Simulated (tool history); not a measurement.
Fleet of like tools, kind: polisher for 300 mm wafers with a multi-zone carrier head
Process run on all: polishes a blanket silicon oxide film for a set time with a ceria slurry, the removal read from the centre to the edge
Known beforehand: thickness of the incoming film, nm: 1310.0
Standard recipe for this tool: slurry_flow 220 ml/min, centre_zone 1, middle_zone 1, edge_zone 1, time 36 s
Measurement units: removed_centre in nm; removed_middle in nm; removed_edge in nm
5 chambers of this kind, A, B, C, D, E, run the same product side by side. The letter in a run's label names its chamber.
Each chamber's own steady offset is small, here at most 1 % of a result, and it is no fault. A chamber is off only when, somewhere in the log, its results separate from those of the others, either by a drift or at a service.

run 1A hour=6.9 | slurry_flow=220 centre_zone=1 middle_zone=1 edge_zone=1 time=36 | removed_centre=202.26 removed_middle=202.72 removed_edge=198.98
-- hour=8.6 chamber C: centre zone pressure recalibrated
run 2E hour=15.3 | slurry_flow=220 centre_zone=1 middle_zone=1 edge_zone=1 time=36 | removed_centre=200.95 removed_middle=203.17 removed_edge=201.64
run 3C hour=23.2 | slurry_flow=220 centre_zone=1 middle_zone=1 edge_zone=1 time=36 | removed_centre=201.89 removed_middle=202.18 removed_edge=199.74
-- hour=25.8 chamber A: worn pad replaced by a new one
run 4B hour=27.9 | slurry_flow=220 centre_zone=1 middle_zone=1 edge_zone=1 time=36 | removed_centre=196.14 removed_middle=203.54 removed_edge=199.86
run 5D hour=38.1 | slurry_flow=220 centre_zone=1 middle_zone=1 edge_zone=1 time=36 | removed_centre=201.4 removed_middle=196.23 removed_edge=200.32
-- hour=39.5 chamber E: worn pad replaced by a new one
run 6C hour=44.3 | slurry_flow=220 centre_zone=1 middle_zone=1 edge_zone=1 time=36 | removed_centre=202.36 removed_middle=203.39 removed_edge=202.12
run 7A hour=51.1 | slurry_flow=220 centre_zone=1 middle_zone=1 edge_zone=1 time=36 | removed_centre=202.95 removed_middle=203.2 removed_edge=199.78
run 8B hour=56.8 | slurry_flow=220 centre_zone=1 middle_zone=1 edge_zone=1 time=36 | removed_centre=201.79 removed_middle=202.17 removed_edge=200.11
-- hour=60.5 chamber E: centre zone pressure recalibrated
run 9E hour=65 | slurry_flow=220 centre_zone=1 middle_zone=1 edge_zone=1 time=36 | removed_centre=201.74 removed_middle=206.03 removed_edge=201.28
-- hour=73.4 chamber D: worn pad replaced by a new one
run 10D hour=75.2 | slurry_flow=220 centre_zone=1 middle_zone=1 edge_zone=1 time=36 | removed_centre=196.87 removed_middle=197.04 removed_edge=201.65
-- hour=76.8 chamber B: worn pad replaced by a new one
run 11C hour=83.9 | slurry_flow=220 centre_zone=1 middle_zone=1 edge_zone=1 time=36 | removed_centre=206.8 removed_middle=199.54 removed_edge=202.8
run 12A hour=89.6 | slurry_flow=220 centre_zone=1 middle_zone=1 edge_zone=1 time=36 | removed_centre=203.09 removed_middle=201.3 removed_edge=203.57
run 13D hour=97.9 | slurry_flow=220 centre_zone=1 middle_zone=1 edge_zone=1.04 time=36 | removed_centre=200.62 removed_middle=200.83 removed_edge=208.76
run 14B hour=104.1 | slurry_flow=220 centre_zone=1 middle_zone=1 edge_zone=1.04 time=36 | removed_centre=202 removed_middle=202.95 removed_edge=206.28
run 15E hour=110.6 | slurry_flow=220 centre_zone=1 middle_zone=1 edge_zone=1.04 time=36 | removed_centre=203.85 removed_middle=203.41 removed_edge=208.53
run 16A hour=116.3 | slurry_flow=220 centre_zone=1 middle_zone=1 edge_zone=1.04 time=36 | removed_centre=203.73 removed_middle=201.37 removed_edge=204.91
run 17B hour=125.8 | slurry_flow=220 centre_zone=1 middle_zone=1 edge_zone=1.04 time=36 | removed_centre=201.93 removed_middle=204.23 removed_edge=210.08
-- hour=127.7 chamber B: slurry nozzle cleaned
-- hour=134.2 chamber A: worn pad replaced by a new one
run 18C hour=135.2 | slurry_flow=220 centre_zone=1 middle_zone=1 edge_zone=1 time=36 | removed_centre=196.74 removed_middle=202.48 removed_edge=201.73
-- hour=136.1 chamber D: slurry nozzle cleaned
-- hour=136.1 chamber E: slurry nozzle cleaned
-- hour=136.6 chamber C: worn pad replaced by a new one
run 19D hour=144.6 | slurry_flow=285 centre_zone=1 middle_zone=1 edge_zone=0.96 time=36 | removed_centre=206.82 removed_middle=206.22 removed_edge=203.26
-- hour=145.4 chamber E: worn pad replaced by a new one
run 20E hour=151.3 | slurry_flow=285 centre_zone=1 middle_zone=1 edge_zone=0.96 time=36 | removed_centre=207.69 removed_middle=207 removed_edge=204.7
run 21B hour=156.5 | slurry_flow=285 centre_zone=1 middle_zone=1 edge_zone=0.96 time=36 | removed_centre=208.43 removed_middle=208.53 removed_edge=201.87
run 22C hour=164.6 | slurry_flow=285 centre_zone=1 middle_zone=1 edge_zone=0.96 time=36 | removed_centre=209.8 removed_middle=207.29 removed_edge=204.92
run 23E hour=174.3 | slurry_flow=285 centre_zone=1 middle_zone=1 edge_zone=0.96 time=36 | removed_centre=210.45 removed_middle=208.92 removed_edge=206.22
-- hour=179.9 chamber C: slurry nozzle cleaned
run 24A hour=183.6 | slurry_flow=220 centre_zone=1 middle_zone=1 edge_zone=1 time=36 | removed_centre=199.61 removed_middle=204.9 removed_edge=202.79
-- hour=191.6 chamber B: worn pad replaced by a new one
run 25D hour=193.4 | slurry_flow=220 centre_zone=1 middle_zone=1 edge_zone=1 time=36 | removed_centre=200.52 removed_middle=198.49 removed_edge=202.63
run 26A hour=203.5 | slurry_flow=220 centre_zone=1 middle_zone=1 edge_zone=0.91 time=36 | removed_centre=193.45 removed_middle=203.45 removed_edge=193.77
run 27E hour=211.8 | slurry_flow=220 centre_zone=1 middle_zone=1 edge_zone=0.91 time=36 | removed_centre=205.95 removed_middle=200.51 removed_edge=194.51
-- hour=213 chamber D: edge zone pressure recalibrated
run 28B hour=216.4 | slurry_flow=220 centre_zone=1 middle_zone=1 edge_zone=0.91 time=36 | removed_centre=205.55 removed_middle=202.42 removed_edge=190.11
run 29D hour=222.2 | slurry_flow=220 centre_zone=1 middle_zone=1 edge_zone=0.91 time=36 | removed_centre=206.43 removed_middle=203.42 removed_edge=193.49
run 30C hour=230.4 | slurry_flow=220 centre_zone=1 middle_zone=1 edge_zone=0.91 time=36 | removed_centre=207.55 removed_middle=204.59 removed_edge=191.7
run 31D hour=239.4 | slurry_flow=220 centre_zone=1 middle_zone=0.96 edge_zone=1 time=46 | removed_centre=257.16 removed_middle=250.93 removed_edge=258.03
run 32B hour=249.2 | slurry_flow=220 centre_zone=1 middle_zone=0.96 edge_zone=1 time=46 | removed_centre=260.06 removed_middle=251.12 removed_edge=257.92

Is one chamber off against the others, does the gauge drift, or is nothing wrong? If a chamber is off, say which, and what the likeliest cause is.

The fleet is healthy, with each chamber sitting at its usual small offset and no drift in the gauge.

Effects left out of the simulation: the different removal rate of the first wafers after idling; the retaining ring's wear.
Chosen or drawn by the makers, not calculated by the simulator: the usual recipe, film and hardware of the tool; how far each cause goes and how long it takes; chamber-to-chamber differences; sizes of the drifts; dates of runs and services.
